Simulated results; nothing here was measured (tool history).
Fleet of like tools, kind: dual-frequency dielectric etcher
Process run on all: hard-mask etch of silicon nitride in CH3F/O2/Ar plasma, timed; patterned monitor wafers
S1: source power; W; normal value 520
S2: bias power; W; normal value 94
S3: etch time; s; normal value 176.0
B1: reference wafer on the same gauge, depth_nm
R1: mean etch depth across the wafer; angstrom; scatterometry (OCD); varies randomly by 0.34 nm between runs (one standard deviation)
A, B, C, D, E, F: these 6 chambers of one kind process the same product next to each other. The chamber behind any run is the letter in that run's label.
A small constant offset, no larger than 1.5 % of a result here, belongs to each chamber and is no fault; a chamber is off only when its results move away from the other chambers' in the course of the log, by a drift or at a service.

| run | hour | S1 | S2 | S3 | B1 | R1 |
|---|---|---|---|---|---|---|
| 1E | 6.0 | 520 | 94 | 176.0 | 123.98 | 1512.8 |
| 2D | 12.7 | 520 | 94 | 176.0 | 124.06 | 1494.3 |
| 3C | 23.1 | 520 | 94 | 176.0 | 123.98 | 1491.5 |
|  | 27.5 | chamber D: wet clean of the chamber |
| 4F | 30.9 | 520 | 94 | 176.0 | 124.00 | 1495.1 |
| 5A | 39.2 | 520 | 94 | 176.0 | 124.02 | 1487.0 |
| 6B | 46.6 | 520 | 94 | 176.0 | 124.05 | 1503.2 |
| 7F | 57.0 | 520 | 94 | 176.0 | 123.99 | 1494.2 |
| 8D | 66.7 | 520 | 94 | 176.0 | 124.01 | 1489.0 |
| 9C | 76.1 | 520 | 94 | 176.0 | 123.99 | 1496.9 |
| 10E | 84.9 | 520 | 94 | 176.0 | 124.04 | 1508.8 |
| 11A | 97.7 | 520 | 94 | 176.0 | 123.97 | 1487.7 |
|  | 99.0 | chamber B: source power generator calibrated |
| 12B | 105.9 | 520 | 94 | 176.0 | 124.05 | 1502.7 |
| 13E | 112.4 | 520 | 94 | 176.0 | 123.99 | 1510.5 |
| 14A | 119.9 | 520 | 94 | 176.0 | 123.99 | 1495.0 |
| 15B | 128.9 | 520 | 94 | 176.0 | 124.05 | 1503.5 |
| 16C | 138.1 | 520 | 94 | 176.0 | 123.97 | 1503.1 |
| 17D | 147.4 | 520 | 94 | 176.0 | 124.05 | 1495.2 |
| 18F | 154.9 | 520 | 94 | 176.0 | 124.06 | 1491.4 |
| 19C | 164.7 | 520 | 94 | 176.0 | 123.95 | 1489.3 |
|  | 168.6 | chamber E: wet clean of the chamber |
| 20B | 174.7 | 520 | 94 | 211.5 | 123.95 | 1804.6 |
| 21E | 184.8 | 520 | 94 | 211.5 | 124.03 | 1820.1 |
| 22A | 192.9 | 520 | 94 | 211.5 | 124.03 | 1789.8 |
| 23D | 200.9 | 520 | 94 | 211.5 | 123.97 | 1800.1 |
| 24F | 213.0 | 520 | 94 | 211.5 | 124.02 | 1799.5 |
| 25E | 223.3 | 520 | 94 | 211.5 | 124.02 | 1816.6 |
| 26D | 231.4 | 460 | 94 | 219.5 | 123.96 | 1783.2 |
| 27A | 242.7 | 460 | 94 | 219.5 | 124.02 | 1788.2 |
| 28B | 252.9 | 460 | 94 | 219.5 | 123.98 | 1792.8 |
| 29C | 259.8 | 460 | 94 | 219.5 | 123.99 | 1790.9 |
|  | 266.1 | chamber C: bias power generator calibrated |
|  | 266.6 | chamber B: wet clean of the chamber |
| 30F | 272.1 | 460 | 94 | 219.5 | 124.04 | 1776.5 |
| 31F | 278.7 | 460 | 94 | 219.5 | 124.03 | 1780.8 |
| 32C | 288.3 | 520 | 94 | 176.0 | 124.01 | 1493.5 |
|  | 292.2 | chamber F: wet clean of the chamber |
| 33E | 299.7 | 520 | 94 | 176.0 | 124.04 | 1505.2 |
| 34D | 312.7 | 520 | 94 | 176.0 | 124.06 | 1495.7 |
| 35A | 321.0 | 520 | 94 | 176.0 | 123.95 | 1497.2 |
| 36B | 330.1 | 520 | 94 | 176.0 | 123.98 | 1500.2 |
| 37F | 338.3 | 520 | 94 | 176.0 | 124.04 | 1490.6 |

The same settings go to every chamber for the next run, one line per chamber below. Forecast the results for each:
| 38A | 347.8 | 520 | 94 | 176.0 |  | ? |
| 38B | 347.8 | 520 | 94 | 176.0 |  | ? |
| 38C | 347.8 | 520 | 94 | 176.0 |  | ? |
| 38D | 347.8 | 520 | 94 | 176.0 |  | ? |
| 38E | 347.8 | 520 | 94 | 176.0 |  | ? |
| 38F | 347.8 | 520 | 94 | 176.0 |  | ? |

| run | R1 |
|---|---|
| 38A | 1491.6 |
| 38B | 1500.8 |
| 38C | 1496.4 |
| 38D | 1498.7 |
| 38E | 1512.4 |
| 38F | 1496.9 |

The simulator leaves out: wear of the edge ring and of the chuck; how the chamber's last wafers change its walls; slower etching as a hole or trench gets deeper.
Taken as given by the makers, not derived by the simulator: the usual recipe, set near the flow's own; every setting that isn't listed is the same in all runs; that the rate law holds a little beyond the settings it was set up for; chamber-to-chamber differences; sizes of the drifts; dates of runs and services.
